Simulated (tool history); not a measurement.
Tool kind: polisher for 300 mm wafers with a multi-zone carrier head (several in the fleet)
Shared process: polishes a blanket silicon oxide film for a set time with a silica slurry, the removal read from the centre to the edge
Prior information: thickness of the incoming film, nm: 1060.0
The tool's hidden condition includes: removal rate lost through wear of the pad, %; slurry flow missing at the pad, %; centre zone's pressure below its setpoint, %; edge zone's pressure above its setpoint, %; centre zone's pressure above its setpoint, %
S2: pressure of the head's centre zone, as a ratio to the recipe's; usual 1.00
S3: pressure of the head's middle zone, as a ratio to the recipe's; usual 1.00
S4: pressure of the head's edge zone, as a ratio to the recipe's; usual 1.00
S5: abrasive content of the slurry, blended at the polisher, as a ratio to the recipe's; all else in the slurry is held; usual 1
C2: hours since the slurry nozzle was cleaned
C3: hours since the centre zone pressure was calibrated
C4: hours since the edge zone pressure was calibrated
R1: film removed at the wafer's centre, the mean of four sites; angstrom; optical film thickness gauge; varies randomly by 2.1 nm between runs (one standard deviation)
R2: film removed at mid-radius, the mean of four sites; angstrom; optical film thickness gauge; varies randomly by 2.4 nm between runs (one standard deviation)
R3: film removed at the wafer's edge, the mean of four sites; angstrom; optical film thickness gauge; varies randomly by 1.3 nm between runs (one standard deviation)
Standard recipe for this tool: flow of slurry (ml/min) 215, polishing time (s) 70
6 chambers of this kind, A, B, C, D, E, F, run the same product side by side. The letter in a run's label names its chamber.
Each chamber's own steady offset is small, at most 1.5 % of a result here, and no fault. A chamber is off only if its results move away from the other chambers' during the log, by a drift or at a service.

At hour 1.8: chamber D: worn pad replaced by a new one.
Run 1E, hour 5.7: usual settings; wafers polished on this pad 136; C2 292.4; C3 136.8; C4 472.9. Result: R1 1818.7 angstrom, R2 1822.5 angstrom, R3 1786.9 angstrom.
Run 2A, hour 9.7: usual settings; wafers polished on this pad 669; C2 164.6; C3 219.8; C4 619.9. Result: R1 1790.1 angstrom, R2 1800.9 angstrom, R3 1806.5 angstrom.
At hour 9.8: chamber F: worn pad replaced by a new one.
Run 3C, hour 14.9: usual settings; wafers polished on this pad 609; C2 231.7; C3 37.5; C4 381.5. Result: R1 1799.1 angstrom, R2 1817.4 angstrom, R3 1788.0 angstrom.
Run 4D, hour 18.7: usual settings; wafers polished on this pad 233; C2 402.5; C3 1155.7; C4 27.2. Result: R1 1829.1 angstrom, R2 1769.8 angstrom, R3 1805.7 angstrom.
At hour 20.9: chamber D: centre zone pressure recalibrated.
Run 5F, hour 24.4: usual settings; wafers polished on this pad 201; C2 136.9; C3 550.3; C4 563.0. Result: R1 1828.3 angstrom, R2 1834.6 angstrom, R3 1802.0 angstrom.
Run 6B, hour 28.1: usual settings; wafers polished on this pad 695; C2 165.0; C3 457.9; C4 214.8. Result: R1 1886.8 angstrom, R2 1788.1 angstrom, R3 1813.3 angstrom.
Run 7F, hour 31.7: usual settings; wafers polished on this pad 301; C2 144.2; C3 557.6; C4 570.3. Result: R1 1833.9 angstrom, R2 1808.7 angstrom, R3 1823.5 angstrom.
Run 8C, hour 35.0: usual settings but S3 1.07; wafers polished on this pad 885; C2 251.8; C3 57.6; C4 401.6. Result: R1 1780.9 angstrom, R2 1888.7 angstrom, R3 1792.4 angstrom.
Run 9E, hour 40.3: usual settings but S3 1.07; wafers polished on this pad 612; C2 327.0; C3 171.4; C4 507.5. Result: R1 1814.2 angstrom, R2 1885.2 angstrom, R3 1800.4 angstrom.
At hour 42.6: chamber B: worn pad replaced by a new one.
At hour 44.1: chamber A: worn pad replaced by a new one.
Run 10A, hour 45.0: usual settings but S3 1.07; wafers polished on this pad 12; C2 199.9; C3 255.1; C4 655.2. Result: R1 1804.4 angstrom, R2 1923.9 angstrom, R3 1790.5 angstrom.
At hour 50.7: chamber C: worn pad replaced by a new one.
Run 11B, hour 51.6: usual settings but S3 1.07; wafers polished on this pad 125; C2 188.5; C3 481.4; C4 238.3. Result: R1 1818.4 angstrom, R2 1947.9 angstrom, R3 1801.5 angstrom.
Run 12D, hour 56.7: usual settings but S3 1.07; wafers polished on this pad 757; C2 440.5; C3 35.8; C4 65.2. Result: R1 1807.0 angstrom, R2 1921.9 angstrom, R3 1822.6 angstrom.
At hour 58.5: chamber D: worn pad replaced by a new one.
Run 13A, hour 60.2: usual settings but S3 1.07; wafers polished on this pad 221; C2 215.1; C3 270.3; C4 670.4. Result: R1 1781.3 angstrom, R2 1919.1 angstrom, R3 1793.6 angstrom.
Run 14F, hour 63.4: usual settings; wafers polished on this pad 738; C2 175.9; C3 589.3; C4 602.0. Result: R1 1838.2 angstrom, R2 1790.5 angstrom, R3 1825.4 angstrom.
Run 15C, hour 66.8: usual settings but S2 1.05, polishing time (s) 51; wafers polished on this pad 222; C2 283.6; C3 89.4; C4 433.4. Result: R1 1393.8 angstrom, R2 1307.8 angstrom, R3 1284.3 angstrom.
Run 16E, hour 73.1: usual settings but S2 1.05, polishing time (s) 51; wafers polished on this pad 1064; C2 359.8; C3 204.2; C4 540.3. Result: R1 1394.5 angstrom, R2 1283.9 angstrom, R3 1319.8 angstrom.
At hour 75.9: chamber F: worn pad replaced by a new one.
Run 17D, hour 78.0: usual settings but S2 1.05, polishing time (s) 51; wafers polished on this pad 269; C2 461.8; C3 57.1; C4 86.5. Result: R1 1392.4 angstrom, R2 1292.1 angstrom, R3 1326.1 angstrom.
Run 18B, hour 83.1: usual settings but S2 1.05, polishing time (s) 51; wafers polished on this pad 559; C2 220.0; C3 512.9; C4 269.8. Result: R1 1396.6 angstrom, R2 1326.6 angstrom, R3 1300.8 angstrom.
Run 19E, hour 86.4: usual settings but S2 1.05, polishing time (s) 51; wafers polished on this pad 1247; C2 373.1; C3 217.5; C4 553.6. Result: R1 1391.0 angstrom, R2 1295.8 angstrom, R3 1322.2 angstrom.
Run 20C, hour 90.9: usual settings but S2 1.05, polishing time (s) 51; wafers polished on this pad 554; C2 307.7; C3 113.5; C4 457.5. Result: R1 1366.4 angstrom, R2 1333.3 angstrom, R3 1301.1 angstrom.
At hour 94.0: chamber E: worn pad replaced by a new one.
Run 21B, hour 96.0: usual settings; wafers polished on this pad 736; C2 232.9; C3 525.8; C4 282.7. Result: R1 1791.1 angstrom, R2 1765.1 angstrom, R3 1829.4 angstrom.
At hour 100.9: chamber B: worn pad replaced by a new one.
Run 22D, hour 100.9: usual settings; wafers polished on this pad 585; C2 484.7; C3 80.0; C4 109.4. Result: R1 1810.8 angstrom, R2 1803.8 angstrom, R3 1815.5 angstrom.
At hour 103.4: chamber A: edge zone pressure recalibrated.
Run 23A, hour 103.9: usual settings but S2 0.89; wafers polished on this pad 823; C2 258.8; C3 314.0; C4 0.6. Result: R1 1596.8 angstrom, R2 1773.1 angstrom, R3 1806.6 angstrom.
Run 24F, hour 109.4: usual settings but S2 0.89; wafers polished on this pad 461; C2 221.9; C3 635.3; C4 648.0. Result: R1 1694.1 angstrom, R2 1783.5 angstrom, R3 1810.7 angstrom.
Run 25F, hour 112.8: usual settings but S2 0.89; wafers polished on this pad 508; C2 225.3; C3 638.7; C4 651.4. Result: R1 1673.4 angstrom, R2 1799.3 angstrom, R3 1806.1 angstrom.
At hour 117.5: chamber B: centre zone pressure recalibrated.
Run 26D, hour 117.6: usual settings but S2 0.89; wafers polished on this pad 815; C2 501.4; C3 96.7; C4 126.1. Result: R1 1578.2 angstrom, R2 1799.0 angstrom, R3 1834.3 angstrom.
Run 27A, hour 124.3: usual settings but S2 0.89; wafers polished on this pad 1104; C2 279.2; C3 334.4; C4 21.0. Result: R1 1573.2 angstrom, R2 1789.2 angstrom, R3 1810.0 angstrom.
At hour 126.1: chamber D: worn pad replaced by a new one.
Run 28E, hour 127.2: usual settings but S2 0.89; wafers polished on this pad 458; C2 413.9; C3 258.3; C4 594.4. Result: R1 1585.3 angstrom, R2 1789.2 angstrom, R3 1804.7 angstrom.
Run 29B, hour 133.0: usual settings; wafers polished on this pad 442; C2 269.9; C3 15.6; C4 319.7. Result: R1 1778.1 angstrom, R2 1784.3 angstrom, R3 1809.5 angstrom.
At hour 136.5: chamber F: worn pad replaced by a new one.
At hour 137.4: chamber A: worn pad replaced by a new one.
Run 30C, hour 139.6: usual settings; wafers polished on this pad 1225; C2 356.4; C3 162.2; C4 506.2. Result: R1 1779.1 angstrom, R2 1789.7 angstrom, R3 1811.9 angstrom.
At hour 142.1: chamber C: worn pad replaced by a new one.
Run 31B, hour 145.3: usual settings; wafers polished on this pad 612; C2 282.2; C3 27.9; C4 332.0. Result: R1 1818.8 angstrom, R2 1818.2 angstrom, R3 1803.1 angstrom.
Run 32A, hour 151.9: usual settings; wafers polished on this pad 200; C2 306.8; C3 362.0; C4 48.6. Result: R1 1791.2 angstrom, R2 1781.1 angstrom, R3 1795.6 angstrom.
Run 33F, hour 157.2: usual settings; wafers polished on this pad 285; C2 269.7; C3 683.1; C4 695.8. Result: R1 2022.8 angstrom, R2 1796.6 angstrom, R3 1795.0 angstrom.
Run 34E, hour 160.6: usual settings; wafers polished on this pad 918; C2 447.3; C3 291.7; C4 627.8. Result: R1 1811.7 angstrom, R2 1792.5 angstrom, R3 1805.8 angstrom.
Run 35C, hour 165.7: usual settings; wafers polished on this pad 325; C2 382.5; C3 188.3; C4 532.3. Result: R1 1792.5 angstrom, R2 1783.3 angstrom, R3 1791.9 angstrom.
Run 36D, hour 168.9: usual settings but S4 1.06, polishing time (s) 88; wafers polished on this pad 589; C2 552.7; C3 148.0; C4 177.4. Result: R1 2298.8 angstrom, R2 2296.7 angstrom, R3 2381.2 angstrom.

The same settings go to every chamber for the next run, one line per chamber below. Forecast the results for each:
Run 37A, hour 173.7: usual settings. Result: R1 ?, R2 ?, R3 ?.
Run 37B, hour 173.7: usual settings. Result: R1 ?, R2 ?, R3 ?.
Run 37C, hour 173.7: usual settings. Result: R1 ?, R2 ?, R3 ?.
Run 37D, hour 173.7: usual settings. Result: R1 ?, R2 ?, R3 ?.
Run 37E, hour 173.7: usual settings. Result: R1 ?, R2 ?, R3 ?.
Run 37F, hour 173.7: usual settings. Result: R1 ?, R2 ?, R3 ?.

run      R1      R2      R3
37A  1790.2  1802.3  1778.3
37B  1817.8  1785.0  1809.5
37C  1759.6  1761.3  1790.5
37D  1831.6  1795.7  1846.3
37E  1801.8  1825.6  1794.7
37F  2035.0  1804.0  1811.2
